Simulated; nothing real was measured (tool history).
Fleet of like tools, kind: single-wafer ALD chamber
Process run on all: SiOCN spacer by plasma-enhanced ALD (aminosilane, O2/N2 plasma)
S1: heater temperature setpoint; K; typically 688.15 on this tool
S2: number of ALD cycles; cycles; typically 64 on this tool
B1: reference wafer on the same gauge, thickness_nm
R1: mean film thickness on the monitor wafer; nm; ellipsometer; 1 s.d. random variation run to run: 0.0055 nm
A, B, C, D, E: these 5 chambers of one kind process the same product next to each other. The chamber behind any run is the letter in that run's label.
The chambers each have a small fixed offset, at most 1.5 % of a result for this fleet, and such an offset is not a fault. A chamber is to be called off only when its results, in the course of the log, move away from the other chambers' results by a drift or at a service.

run,hour,S1,S2,B1,R1
1C,8.2,688.15,64,3.6996,3.7277
2D,13.2,688.15,64,3.6980,3.7012
3A,20.1,688.15,64,3.6984,3.6837
4B,28.2,688.15,64,3.6965,3.6915
5E,36.4,688.15,64,3.6954,3.7019
6A,44.3,688.15,64,3.6961,3.6815
7D,48.8,688.15,64,3.6959,3.6957
8E,57.4,688.15,56,3.6929,3.2327
9B,64.7,688.15,56,3.6937,3.2323
10C,71.0,688.15,56,3.6933,3.2604
11C,75.6,688.15,56,3.6908,3.2500
12A,81.3,688.15,56,3.6915,3.2099
13B,88.3,688.15,64,3.6910,3.6909
14E,95.1,688.15,64,3.6897,3.6939
15D,103.6,688.15,64,3.6897,3.6904
16A,111.7,688.15,64,3.6873,3.6767
17C,117.1,688.15,64,3.6876,3.7129
18E,126.1,676.15,72,3.6864,4.3070
19B,132.7,676.15,72,3.6859,4.3015
20D,139.8,676.15,72,3.6853,4.3010
21B,147.4,676.15,72,3.6844,4.3029
22C,155.3,676.15,72,3.6841,4.3321
23D,160.8,688.15,64,3.6831,3.6817
24E,165.0,688.15,64,3.6822,3.6816
25A,172.2,688.15,64,3.6830,3.6688
26A,177.0,688.15,64,3.6805,3.6655
27D,181.6,699.15,64,3.6806,3.5671
28E,189.1,699.15,64,3.6814,3.5604
29C,196.1,699.15,64,3.6792,3.5780
30B,200.9,699.15,64,3.6792,3.5402
31E,209.6,699.15,64,3.6778,3.5508

Has any chamber moved away from the others, gradually or after a service, or does the common gauge drift, or do the chambers differ only by their own small steady offsets? State the chamber and the most likely cause if one applies.

Gauge drift. The chambers move together only on paper, and none stands off.
Cause: gauge reads low (%) = 0.619.
